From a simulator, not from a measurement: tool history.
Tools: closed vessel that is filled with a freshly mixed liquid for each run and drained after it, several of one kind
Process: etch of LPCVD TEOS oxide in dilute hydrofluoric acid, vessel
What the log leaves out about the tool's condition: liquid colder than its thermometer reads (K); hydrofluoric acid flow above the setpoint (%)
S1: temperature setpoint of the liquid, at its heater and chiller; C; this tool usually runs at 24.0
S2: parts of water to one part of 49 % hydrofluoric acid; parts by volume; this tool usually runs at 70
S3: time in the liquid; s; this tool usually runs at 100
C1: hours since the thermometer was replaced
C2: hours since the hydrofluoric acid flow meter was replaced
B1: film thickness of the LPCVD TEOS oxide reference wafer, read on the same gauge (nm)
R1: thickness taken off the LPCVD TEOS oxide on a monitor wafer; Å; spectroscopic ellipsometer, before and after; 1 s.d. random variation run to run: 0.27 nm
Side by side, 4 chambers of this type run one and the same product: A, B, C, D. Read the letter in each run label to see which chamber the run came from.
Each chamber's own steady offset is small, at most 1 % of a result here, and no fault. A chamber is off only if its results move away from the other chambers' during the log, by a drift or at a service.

{"run": "1B", "hour": 6.1, "S1": 24.0, "S2": 70, "S3": 100, "C1": 833.1, "C2": 190.6, "B1": 110.03, "R1": 484.92}
{"run": "2A", "hour": 13.0, "S1": 24.0, "S2": 70, "S3": 100, "C1": 650.4, "C2": 2565.4, "B1": 110.0, "R1": 496.42}
{"run": "3C", "hour": 23.6, "S1": 24.0, "S2": 70, "S3": 100, "C1": 305.1, "C2": 796.3, "B1": 110.01, "R1": 489.32}
{"run": "4D", "hour": 33.7, "S1": 24.0, "S2": 70, "S3": 100, "C1": 597.5, "C2": 876.1, "B1": 110.0, "R1": 480.8}
{"run": "5B", "hour": 38.9, "S1": 24.0, "S2": 70, "S3": 100, "C1": 865.9, "C2": 223.4, "B1": 109.98, "R1": 489.23}
{"run": "6C", "hour": 45.7, "S1": 24.0, "S2": 70, "S3": 100, "C1": 327.2, "C2": 818.4, "B1": 110.0, "R1": 492.66}
{"run": "7A", "hour": 57.1, "S1": 24.0, "S2": 70, "S3": 100, "C1": 694.5, "C2": 2609.5, "B1": 109.98, "R1": 492.2}
{"run": "8D", "hour": 67.1, "S1": 24.0, "S2": 70, "S3": 100, "C1": 630.9, "C2": 909.5, "B1": 110.01, "R1": 483.75}
{"run": "9D", "hour": 75.4, "S1": 24.0, "S2": 70, "S3": 100, "C1": 639.2, "C2": 917.8, "B1": 110.01, "R1": 488.45}
{"run": "10A", "hour": 86.8, "S1": 26.5, "S2": 70, "S3": 65, "C1": 724.2, "C2": 2639.2, "B1": 109.99, "R1": 356.95}
{"run": "11C", "hour": 94.9, "S1": 26.5, "S2": 70, "S3": 65, "C1": 376.4, "C2": 867.6, "B1": 109.99, "R1": 351.05}
{"run": "12B", "hour": 100.4, "S1": 26.5, "S2": 70, "S3": 65, "C1": 927.4, "C2": 284.9, "B1": 110.01, "R1": 353.99}
{"run": "13B", "hour": 106.1, "S1": 26.5, "S2": 70, "S3": 65, "C1": 933.1, "C2": 290.6, "B1": 110.01, "R1": 351.68}
{"run": "14C", "hour": 112.1, "S1": 24.0, "S2": 70, "S3": 100, "C1": 393.6, "C2": 884.8, "B1": 109.97, "R1": 484.57}
{"run": "15A", "hour": 123.0, "S1": 24.0, "S2": 70, "S3": 100, "C1": 760.4, "C2": 2675.4, "B1": 109.99, "R1": 500.34}
{"run": "16D", "hour": 133.5, "S1": 24.0, "S2": 70, "S3": 100, "C1": 697.3, "C2": 975.9, "B1": 109.99, "R1": 484.99}
{"run": "17C", "hour": 145.0, "S1": 24.0, "S2": 70, "S3": 100, "C1": 426.5, "C2": 917.7, "B1": 110.01, "R1": 489.89}
{"run": "18A", "hour": 152.7, "S1": 24.0, "S2": 70, "S3": 125, "C1": 790.1, "C2": 2705.1, "B1": 109.99, "R1": 621.03}
{"run": "19D", "hour": 161.5, "S1": 24.0, "S2": 70, "S3": 125, "C1": 725.3, "C2": 1003.9, "B1": 110.0, "R1": 604.6}
{"run": "20B", "hour": 168.4, "S1": 24.0, "S2": 70, "S3": 125, "C1": 995.4, "C2": 352.9, "B1": 109.99, "R1": 612.09}
{"run": "21B", "hour": 175.2, "S1": 24.0, "S2": 70, "S3": 125, "C1": 1002.2, "C2": 359.7, "B1": 109.99, "R1": 612.15}
{"run": "22D", "hour": 184.8, "S1": 24.0, "S2": 70, "S3": 100, "C1": 748.6, "C2": 1027.2, "B1": 110.01, "R1": 479.38}
{"run": "23A", "hour": 196.3, "S1": 24.0, "S2": 70, "S3": 100, "C1": 833.7, "C2": 2748.7, "B1": 109.98, "R1": 492.18}
{"run": "24C", "hour": 208.2, "S1": 24.0, "S2": 70, "S3": 100, "C1": 489.7, "C2": 980.9, "B1": 110.01, "R1": 489.07}
{"run": "25B", "hour": 218.5, "S1": 26.5, "S2": 70, "S3": 100, "C1": 1045.5, "C2": 403.0, "B1": 109.99, "R1": 542.99}
{"run": "26D", "hour": 226.7, "S1": 26.5, "S2": 70, "S3": 100, "C1": 790.5, "C2": 1069.1, "B1": 110.02, "R1": 519.56}
{"run": "27C", "hour": 238.1, "S1": 26.5, "S2": 70, "S3": 100, "C1": 519.6, "C2": 1010.8, "B1": 109.99, "R1": 539.36}
{"run": "28A", "hour": 243.3, "S1": 26.5, "S2": 70, "S3": 100, "C1": 880.7, "C2": 2795.7, "B1": 109.97, "R1": 550.55}
{"hour": 247.3, "done": "chamber A: hydrofluoric acid flow meter replaced"}
{"run": "29A", "hour": 253.5, "S1": 24.0, "S2": 70, "S3": 100, "C1": 890.9, "C2": 6.2, "B1": 110.01, "R1": 491.16}
{"run": "30C", "hour": 263.0, "S1": 24.0, "S2": 70, "S3": 100, "C1": 544.5, "C2": 1035.7, "B1": 109.99, "R1": 489.51}
{"run": "31B", "hour": 273.7, "S1": 22.5, "S2": 90, "S3": 100, "C1": 1100.7, "C2": 458.2, "B1": 110.01, "R1": 350.02}
{"run": "32D", "hour": 282.1, "S1": 22.5, "S2": 90, "S3": 100, "C1": 845.9, "C2": 1124.5, "B1": 110.02, "R1": 332.23}

One chamber off, gauge drift, or nothing amiss beyond the chambers' own small offsets? If it is a chamber, which one, and what is the likeliest cause?

Chamber D drifts away from the others.
Likeliest cause: liquid colder than its thermometer reads (K) = 0.982.
The log may not tell that from: hydrofluoric acid flow below the setpoint (%).

Here are 4 candidates for chamber D's next run, each the usual settings with a change, their results left as question marks. Which one brings its results back in line with what the others give on the usual settings?
Counts as in line when no further than this from what the other chambers average on the usual settings: R1 9.60 Å
{"run": "33D-1", "hour": 290.6, "S1": 21.5, "S2": 70, "S3": 100, "R1": "?"}
{"run": "33D-2", "hour": 290.6, "S1": 24.0, "S2": 70, "S3": 110, "R1": "?"}
{"run": "33D-3", "hour": 290.6, "S1": 24.0, "S2": 70, "S3": 105, "R1": "?"}
{"run": "33D-4", "hour": 290.6, "S1": 24.0, "S2": 70, "S3": 95, "R1": "?"}

The other chambers' mean on the usual settings: R1 491.07 Å
run=33D-1 R1=420.44
run=33D-2 R1=513.20
run=33D-3 R1=489.87
run=33D-4 R1=443.22
33D-3 brings the chamber back in line.
